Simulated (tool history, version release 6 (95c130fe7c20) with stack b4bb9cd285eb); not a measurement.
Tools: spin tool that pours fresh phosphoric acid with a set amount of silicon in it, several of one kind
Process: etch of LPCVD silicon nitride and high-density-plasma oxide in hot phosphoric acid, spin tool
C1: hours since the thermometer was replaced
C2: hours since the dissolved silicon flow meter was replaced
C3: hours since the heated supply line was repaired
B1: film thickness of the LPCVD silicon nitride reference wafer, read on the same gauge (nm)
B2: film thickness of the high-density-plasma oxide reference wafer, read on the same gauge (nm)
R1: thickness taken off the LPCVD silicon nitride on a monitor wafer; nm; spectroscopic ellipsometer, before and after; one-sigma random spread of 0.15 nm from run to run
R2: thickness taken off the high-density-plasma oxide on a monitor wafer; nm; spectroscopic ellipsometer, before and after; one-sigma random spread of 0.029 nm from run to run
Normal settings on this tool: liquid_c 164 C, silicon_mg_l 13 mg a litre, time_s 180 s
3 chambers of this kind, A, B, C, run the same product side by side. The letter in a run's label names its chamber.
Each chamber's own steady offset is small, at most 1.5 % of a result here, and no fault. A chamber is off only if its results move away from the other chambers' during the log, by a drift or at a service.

Run 1C, hour 8.1: usual settings; C1 492; C2 333.5; C3 2838.7; B1 109.98; B2 79.98. Result: R1 19.436 nm, R2 0.43746 nm.
Run 2B, hour 14.6: usual settings; C1 1481; C2 1153.8; C3 93.8; B1 110.01; B2 79.991. Result: R1 19.538 nm, R2 0.36493 nm.
Run 3A, hour 23.2: usual settings; C1 1318; C2 1642.3; C3 378.7; B1 110; B2 79.999. Result: R1 19.407 nm, R2 0.39009 nm.
Run 4A, hour 31.7: usual settings; C1 1326.5; C2 1650.8; C3 387.2; B1 109.99; B2 80.016. Result: R1 19.559 nm, R2 0.34975 nm.
Run 5C, hour 42.7: usual settings; C1 526.6; C2 368.1; C3 2873.3; B1 110; B2 80.013. Result: R1 19.281 nm, R2 0.39034 nm.
Run 6B, hour 50: usual settings; C1 1516.4; C2 1189.2; C3 129.2; B1 110; B2 80.047. Result: R1 19.431 nm, R2 0.36669 nm.
Run 7B, hour 57.1: usual settings; C1 1523.5; C2 1196.3; C3 136.3; B1 109.99; B2 79.978. Result: R1 19.69 nm, R2 0.41002 nm.
Run 8C, hour 63.4: usual settings; C1 547.3; C2 388.8; C3 2894; B1 110.01; B2 79.948. Result: R1 19.227 nm, R2 0.38767 nm.
Run 9A, hour 73.1: usual settings; C1 1367.9; C2 1692.2; C3 428.6; B1 110.01; B2 79.981. Result: R1 19.54 nm, R2 0.39233 nm.
Run 10C, hour 84.1: usual settings; C1 568; C2 409.5; C3 2914.7; B1 110.01; B2 80.005. Result: R1 19.378 nm, R2 0.37662 nm.
Run 11B, hour 90.5: usual settings; C1 1556.9; C2 1229.7; C3 169.7; B1 110.03; B2 80.027. Result: R1 19.408 nm, R2 0.38006 nm.
Run 12A, hour 100.8: usual settings; C1 1395.6; C2 1719.9; C3 456.3; B1 110; B2 80.028. Result: R1 19.704 nm, R2 0.36532 nm.
Run 13C, hour 110.5: usual settings but liquid_c 162.5 C, time_s 120 s; C1 594.4; C2 435.9; C3 2941.1; B1 110; B2 80.009. Result: R1 12.358 nm, R2 0.23547 nm.
Run 14B, hour 118.3: usual settings but liquid_c 162.5 C, time_s 120 s; C1 1584.7; C2 1257.5; C3 197.5; B1 109.99; B2 80.055. Result: R1 12.451 nm, R2 0.24397 nm.
At hour 118.4: chamber B: dissolved silicon flow meter replaced.
Run 15A, hour 124.2: usual settings but liquid_c 162.5 C, time_s 120 s; C1 1419; C2 1743.3; C3 479.7; B1 110.01; B2 79.98. Result: R1 12.344 nm, R2 0.24181 nm.
Run 16A, hour 130.2: usual settings; C1 1425; C2 1749.3; C3 485.7; B1 109.98; B2 79.999. Result: R1 19.478 nm, R2 0.44719 nm.
Run 17B, hour 139.7: usual settings; C1 1606.1; C2 21.3; C3 218.9; B1 109.99; B2 80.042. Result: R1 19.498 nm, R2 0.38769 nm.
Run 18C, hour 146.4: usual settings but time_s 80 s; C1 630.3; C2 471.8; C3 2977; B1 110.01; B2 80.008. Result: R1 8.4823 nm, R2 0.16091 nm.
Run 19A, hour 155.3: usual settings but time_s 80 s; C1 1450.1; C2 1774.4; C3 510.8; B1 109.99; B2 79.982. Result: R1 8.556 nm, R2 0.1609 nm.
Run 20C, hour 161.3: usual settings but time_s 80 s; C1 645.2; C2 486.7; C3 2991.9; B1 109.98; B2 80.009. Result: R1 8.5909 nm, R2 0.16762 nm.
Run 21B, hour 167.5: usual settings; C1 1633.9; C2 49.1; C3 246.7; B1 109.98; B2 79.985. Result: R1 19.63 nm, R2 0.38272 nm.
Run 22C, hour 172.5: usual settings; C1 656.4; C2 497.9; C3 3003.1; B1 110.01; B2 80.041. Result: R1 19.396 nm, R2 0.39669 nm.
Run 23B, hour 183: usual settings; C1 1649.4; C2 64.6; C3 262.2; B1 110.01; B2 80.039. Result: R1 19.505 nm, R2 0.40471 nm.
Run 24A, hour 192.9: usual settings; C1 1487.7; C2 1812; C3 548.4; B1 110; B2 79.994. Result: R1 19.669 nm, R2 0.36062 nm.
Run 25C, hour 198: usual settings; C1 681.9; C2 523.4; C3 3028.6; B1 109.99; B2 79.991. Result: R1 19.062 nm, R2 0.40103 nm.
Run 26A, hour 206.5: usual settings; C1 1501.3; C2 1825.6; C3 562; B1 110.02; B2 79.972. Result: R1 19.234 nm, R2 0.39342 nm.
Run 27B, hour 212.9: usual settings; C1 1679.3; C2 94.5; C3 292.1; B1 109.99; B2 80.048. Result: R1 19.28 nm, R2 0.37699 nm.
Run 28A, hour 221.4: usual settings; C1 1516.2; C2 1840.5; C3 576.9; B1 110; B2 80.007. Result: R1 19.406 nm, R2 0.37794 nm.
Run 29C, hour 230.8: usual settings; C1 714.7; C2 556.2; C3 3061.4; B1 110; B2 80.015. Result: R1 19.493 nm, R2 0.382 nm.
Run 30B, hour 240.1: usual settings; C1 1706.5; C2 121.7; C3 319.3; B1 109.99; B2 80.023. Result: R1 19.363 nm, R2 0.36685 nm.
Run 31A, hour 245.1: usual settings but liquid_c 165.5 C; C1 1539.9; C2 1864.2; C3 600.6; B1 110; B2 80.024. Result: R1 20.314 nm, R2 0.4255 nm.
Run 32C, hour 250.4: usual settings but liquid_c 165.5 C; C1 734.3; C2 575.8; C3 3081; B1 110.01; B2 79.998. Result: R1 20.137 nm, R2 0.47446 nm.
Run 33B, hour 256.3: usual settings but liquid_c 165.5 C; C1 1722.7; C2 137.9; C3 335.5; B1 110; B2 80.023. Result: R1 20.55 nm, R2 0.40265 nm.
Run 34A, hour 263.9: usual settings; C1 1558.7; C2 1883; C3 619.4; B1 110.02; B2 79.995. Result: R1 19.382 nm, R2 0.38423 nm.
Run 35C, hour 269.8: usual settings but time_s 90 s; C1 753.7; C2 595.2; C3 3100.4; B1 110.01; B2 79.989. Result: R1 9.5871 nm, R2 0.16026 nm.
Run 36B, hour 280.2: usual settings but time_s 90 s; C1 1746.6; C2 161.8; C3 359.4; B1 110; B2 79.983. Result: R1 9.891 nm, R2 0.16502 nm.

Next, every chamber runs the same settings. What will each give?
Run 37A, hour 288.3: usual settings. Result: R1 ?, R2 ?.
Run 37B, hour 288.3: usual settings. Result: R1 ?, R2 ?.
Run 37C, hour 288.3: usual settings. Result: R1 ?, R2 ?.

run      R1       R2
37A  19.548  0.37849
37B  19.431  0.37244
37C  19.714  0.44343
